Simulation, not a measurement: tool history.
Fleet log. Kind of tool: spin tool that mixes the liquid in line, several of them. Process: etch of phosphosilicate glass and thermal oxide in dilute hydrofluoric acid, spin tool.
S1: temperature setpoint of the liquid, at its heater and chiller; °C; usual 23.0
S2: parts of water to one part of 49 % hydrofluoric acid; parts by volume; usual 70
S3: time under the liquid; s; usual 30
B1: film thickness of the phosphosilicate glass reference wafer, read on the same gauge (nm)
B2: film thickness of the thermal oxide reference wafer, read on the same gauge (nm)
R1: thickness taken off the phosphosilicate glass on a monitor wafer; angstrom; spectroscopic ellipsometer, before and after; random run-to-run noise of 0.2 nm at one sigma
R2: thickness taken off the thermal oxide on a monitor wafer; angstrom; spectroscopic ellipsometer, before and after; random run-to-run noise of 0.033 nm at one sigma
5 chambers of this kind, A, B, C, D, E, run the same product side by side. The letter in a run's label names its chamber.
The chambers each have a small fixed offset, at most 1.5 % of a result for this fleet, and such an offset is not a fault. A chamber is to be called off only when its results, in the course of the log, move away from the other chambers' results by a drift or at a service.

run	day	S1	S2	S3	B1	B2	R1	R2
1C	0.362	23.0	70	30	80.000	89.993	430.90	19.797
2D	0.642	23.0	70	30	80.015	90.001	435.50	19.807
3A	0.917	23.0	70	30	79.983	89.978	435.02	20.257
4B	1.250	23.0	70	30	80.005	90.017	426.98	19.923
5E	1.538	23.0	70	30	79.990	90.036	431.59	19.830
6C	2.046	23.0	70	30	79.991	89.957	429.96	19.649
7B	2.433	23.0	70	30	79.993	90.001	428.67	19.384
8A	2.717	23.0	70	30	79.982	89.982	436.59	20.023
9E	3.229	23.0	70	30	80.012	89.998	432.48	20.262
10D	3.538	23.0	70	30	80.004	90.017	434.75	19.817
11A	4.062	23.0	70	30	79.990	89.992	432.88	19.711
12B	4.308	23.0	70	30	80.044	89.993	431.59	19.787
13E	4.667	25.0	70	30	80.031	90.004	466.11	21.359
14C	5.021	25.0	70	30	80.024	89.993	464.29	20.816
15D	5.471	25.0	70	30	80.020	89.980	473.23	21.050
16C	5.725	25.0	70	30	80.018	89.980	468.43	21.479
17D	6.012	25.0	70	30	79.992	89.998	470.32	21.518
18B	6.362	21.5	55	30	80.002	90.010	521.08	23.572
19A	6.858	21.5	55	30	79.994	90.022	531.60	24.462
20E	7.233	21.5	55	30	80.005	89.953	521.60	23.894
21D	7.729	21.5	55	30	79.996	89.980	531.12	23.650
# day 7.800: chamber A: hydrofluoric acid flow meter replaced
22C	8.046	21.5	55	30	79.996	89.997	521.44	24.412
23E	8.533	23.0	70	30	79.995	89.994	428.96	20.466
24B	9.038	23.0	70	30	80.004	89.987	426.22	20.065
25A	9.288	23.0	70	30	80.007	90.015	434.79	19.989
# day 9.292: chamber D: hydrofluoric acid flow meter replaced
26A	9.525	23.0	70	30	79.980	89.997	432.85	19.676
27D	9.838	23.0	70	30	80.003	90.020	434.50	19.904
28E	10.288	23.0	70	30	79.994	89.990	431.05	19.785
29C	10.662	23.0	70	30	80.007	90.011	429.94	19.503
30B	11.050	23.0	70	30	80.013	89.983	427.12	19.412
31B	11.467	23.0	70	30	80.010	89.993	429.72	19.834
32E	11.750	23.0	70	30	80.031	89.991	434.93	20.202
33C	12.183	23.0	70	30	79.963	89.969	430.91	19.245

Predict what each chamber gives when all 5 of them run the settings below next.
34A	12.558	23.0	70	30			?	?
34B	12.558	23.0	70	30			?	?
34C	12.558	23.0	70	30			?	?
34D	12.558	23.0	70	30			?	?
34E	12.558	23.0	70	30			?	?

run	R1	R2
34A	435.40	20.177
34B	428.32	19.807
34C	431.64	20.080
34D	436.81	19.578
34E	433.10	19.865

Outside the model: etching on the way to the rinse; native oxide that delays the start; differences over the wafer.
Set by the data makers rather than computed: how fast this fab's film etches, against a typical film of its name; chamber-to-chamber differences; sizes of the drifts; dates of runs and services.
